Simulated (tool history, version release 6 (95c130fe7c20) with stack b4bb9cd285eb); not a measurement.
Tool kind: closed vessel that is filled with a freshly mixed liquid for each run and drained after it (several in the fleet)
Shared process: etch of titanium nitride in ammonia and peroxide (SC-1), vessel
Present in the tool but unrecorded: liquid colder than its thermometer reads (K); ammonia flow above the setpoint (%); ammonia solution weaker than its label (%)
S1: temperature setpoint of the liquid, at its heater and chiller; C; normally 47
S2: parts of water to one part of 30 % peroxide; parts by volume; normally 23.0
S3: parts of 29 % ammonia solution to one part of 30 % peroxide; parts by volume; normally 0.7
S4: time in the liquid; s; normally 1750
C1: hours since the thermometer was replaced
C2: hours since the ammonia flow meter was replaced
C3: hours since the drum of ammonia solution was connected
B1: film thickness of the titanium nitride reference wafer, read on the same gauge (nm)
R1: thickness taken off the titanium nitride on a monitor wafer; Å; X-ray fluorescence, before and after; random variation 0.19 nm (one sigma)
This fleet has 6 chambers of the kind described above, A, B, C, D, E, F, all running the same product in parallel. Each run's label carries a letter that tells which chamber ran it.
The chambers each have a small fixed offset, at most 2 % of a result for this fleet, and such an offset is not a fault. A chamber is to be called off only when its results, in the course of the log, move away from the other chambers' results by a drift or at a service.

run,day,S1,S2,S3,S4,C1,C2,C3,B1,R1
1E,0.558,47,23.0,0.7,1750,680.5,195.6,18.0,50.022,437.96
2C,1.092,47,23.0,0.7,1750,2125.5,645.7,248.9,49.990,441.50
3F,1.658,47,23.0,0.7,1750,139.9,511.7,93.1,49.996,443.22
# day 1.729: chamber C: thermometer replaced
4B,2.025,47,23.0,0.7,1750,69.1,878.1,496.0,50.016,439.60
5D,2.567,47,23.0,0.7,1750,1138.4,1286.4,773.5,49.992,446.07
6A,2.900,47,23.0,0.7,1750,204.6,1852.4,494.0,49.975,441.10
7B,3.275,47,23.0,0.7,1750,99.1,908.1,526.0,50.040,437.15
8D,3.808,47,23.0,0.7,1315,1168.2,1316.2,803.3,49.991,334.75
9E,4.138,47,23.0,0.7,1315,766.4,281.5,103.9,50.010,329.45
# day 4.767: chamber C: new drum of ammonia solution connected
10A,4.796,47,23.0,0.7,1315,250.1,1897.9,539.5,49.989,334.54
# day 5.258: chamber B: new drum of ammonia solution connected
11C,5.429,47,23.0,0.7,1315,88.9,749.8,15.9,50.010,331.88
12F,5.738,47,23.0,0.7,1315,237.8,609.6,191.0,49.981,331.09
13D,6.254,47,23.0,0.7,1315,1226.9,1374.9,862.0,50.021,335.79
14C,6.642,47,23.0,0.7,1750,118.0,778.9,45.0,50.014,444.08
15E,7.229,47,23.0,0.7,1750,840.6,355.7,178.1,49.959,435.59
16A,7.742,47,23.0,0.7,1750,320.8,1968.6,610.2,49.982,446.01
17F,8.371,39,23.0,0.7,1750,301.0,672.8,254.2,49.975,248.89
18B,8.696,39,23.0,0.7,1750,229.2,1038.2,82.6,50.017,245.59
19B,9.279,39,23.0,0.7,1750,243.2,1052.2,96.6,49.992,242.82
20E,9.667,39,23.0,0.7,1750,899.1,414.2,236.6,49.958,246.13
21F,10.317,39,23.0,0.7,1750,347.7,719.5,300.9,49.995,249.00
# day 10.333: chamber D: new drum of ammonia solution connected
22A,10.646,39,23.0,0.7,1750,390.5,2038.3,679.9,49.978,250.05
23C,11.154,47,23.0,0.7,1750,226.3,887.2,153.3,50.039,441.04
24D,11.458,47,23.0,0.7,1750,1351.8,1499.8,27.1,49.992,440.59
# day 11.900: chamber E: new drum of ammonia solution connected
25A,11.971,47,23.0,0.7,1750,422.3,2070.1,711.7,50.026,446.54
# day 11.992: chamber E: thermometer replaced
26B,12.529,47,23.0,0.7,1750,321.2,1130.2,174.6,49.998,440.13
27E,13.004,47,23.0,0.6,1255,24.4,494.3,26.5,49.971,307.47
28F,13.412,47,23.0,0.6,1255,422.0,793.8,375.2,49.989,308.90
29C,14.042,47,23.0,0.6,1255,295.6,956.5,222.6,50.004,306.36
30D,14.525,47,23.0,0.6,1255,1425.4,1573.4,100.7,50.014,301.80
31E,15.054,47,23.0,0.6,1255,73.6,543.5,75.7,49.987,307.16
32F,15.571,47,23.0,0.6,1255,473.8,845.6,427.0,50.000,310.23
33D,16.021,47,23.0,0.7,1750,1461.3,1609.3,136.6,49.981,431.85
34A,16.371,47,23.0,0.7,1750,527.9,2175.7,817.3,49.985,449.21
35B,17.008,47,23.0,0.7,1750,428.7,1237.7,282.1,50.014,439.23
36C,17.508,47,23.0,0.7,1750,378.8,1039.7,305.8,50.002,440.45
37B,17.804,47,23.0,0.7,1750,447.8,1256.8,301.2,49.992,438.72

Is one chamber out of step, is the gauge drifting, or do the chambers differ by no more than their own small offsets? For an off chamber, give its letter and the likeliest cause.

It is chamber D that slowly wanders off from its peers.
Most likely cause: liquid colder than its thermometer reads (K) = 0.57.

Which of the 4 candidates below, each the usual settings with something changed and its results left as question marks, puts chamber D back in line with what the other chambers give on the usual settings?
Allowed miss from the other chambers' usual-settings mean, per result, to count as in line: R1 6.70 Å
38D-1,18.279,46.5,23.0,0.7,1715,,,,,?
38D-2,18.279,47.0,23.0,0.7,1795,,,,,?
38D-3,18.279,47.0,24.0,0.7,1750,,,,,?
38D-4,18.279,47.0,22.5,0.7,1825,,,,,?

The other chambers' mean on the usual settings: R1 440.66 Å
run,R1
38D-1,405.60
38D-2,439.93
38D-3,418.73
38D-4,452.85
With 38D-2, the chamber falls back in line with the rest.
